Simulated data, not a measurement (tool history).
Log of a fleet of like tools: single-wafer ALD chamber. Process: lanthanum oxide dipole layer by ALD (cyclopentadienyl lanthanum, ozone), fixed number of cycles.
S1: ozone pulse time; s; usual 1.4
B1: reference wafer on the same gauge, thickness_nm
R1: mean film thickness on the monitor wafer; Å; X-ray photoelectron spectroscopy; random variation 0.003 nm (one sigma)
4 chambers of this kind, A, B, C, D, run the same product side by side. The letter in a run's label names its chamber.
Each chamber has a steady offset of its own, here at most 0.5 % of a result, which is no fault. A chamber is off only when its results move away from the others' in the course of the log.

| run | hour | S1 | B1 | R1 |
|---|---|---|---|---|
| 1D | 4.1 | 1.4 | 0.48408 | 5.4331 |
| 2B | 7.9 | 1.4 | 0.48403 | 5.4627 |
| 3A | 13.1 | 1.4 | 0.48413 | 5.3775 |
| 4C | 16.9 | 1.4 | 0.48408 | 5.4094 |
| 5B | 21.3 | 1.4 | 0.48409 | 5.4825 |
| 6A | 24.9 | 1.4 | 0.48329 | 5.4303 |
| 7C | 32.5 | 1.8 | 0.48365 | 5.673 |
| 8D | 37.2 | 1.8 | 0.48465 | 5.6219 |
| 9D | 44.2 | 1.8 | 0.48392 | 5.6587 |
| 10B | 51.3 | 1.8 | 0.48396 | 5.6549 |
| 11A | 56.6 | 1.4 | 0.48427 | 5.3868 |
| 12C | 64.3 | 1.4 | 0.4835 | 5.441 |
| 13A | 71.6 | 1.4 | 0.4839 | 5.4173 |
| 14D | 75.6 | 1.4 | 0.48432 | 5.388 |
| 15C | 79.4 | 1.4 | 0.48432 | 5.4019 |
| 16B | 83.7 | 1.4 | 0.48389 | 5.4397 |
|  | 90 | chamber B: ozone generator serviced |
| 17B | 91.4 | 1.66 | 0.48357 | 5.5489 |
| 18C | 99.1 | 1.66 | 0.48332 | 5.5741 |
| 19A | 104 | 1.66 | 0.48352 | 5.5685 |
| 20D | 111.3 | 1.66 | 0.48423 | 5.4872 |
| 21D | 118.5 | 1.4 | 0.48415 | 5.3274 |
| 22A | 124.6 | 1.4 | 0.48344 | 5.4278 |
| 23C | 131.6 | 1.4 | 0.48393 | 5.4134 |
| 24B | 135.4 | 1.4 | 0.48359 | 5.3806 |
| 25B | 139.8 | 1.4 | 0.48396 | 5.45 |
| 26C | 147.3 | 1.58 | 0.48434 | 5.443 |
| 27D | 152.6 | 1.58 | 0.48448 | 5.3882 |
| 28A | 156.9 | 1.58 | 0.48342 | 5.4839 |
| 29C | 160.7 | 1.58 | 0.48477 | 5.4941 |
| 30B | 168.4 | 1.4 | 0.48394 | 5.4245 |
| 31A | 173.9 | 1.13 | 0.48332 | 5.0828 |

All 4 chambers run these settings next. Forecast each chamber's results:
| 32A | 179.9 | 1.4 |  | ? |
| 32B | 179.9 | 1.4 |  | ? |
| 32C | 179.9 | 1.4 |  | ? |
| 32D | 179.9 | 1.4 |  | ? |

| run | R1 |
|---|---|
| 32A | 5.4124 |
| 32B | 5.4411 |
| 32C | 5.3988 |
| 32D | 5.2774 |
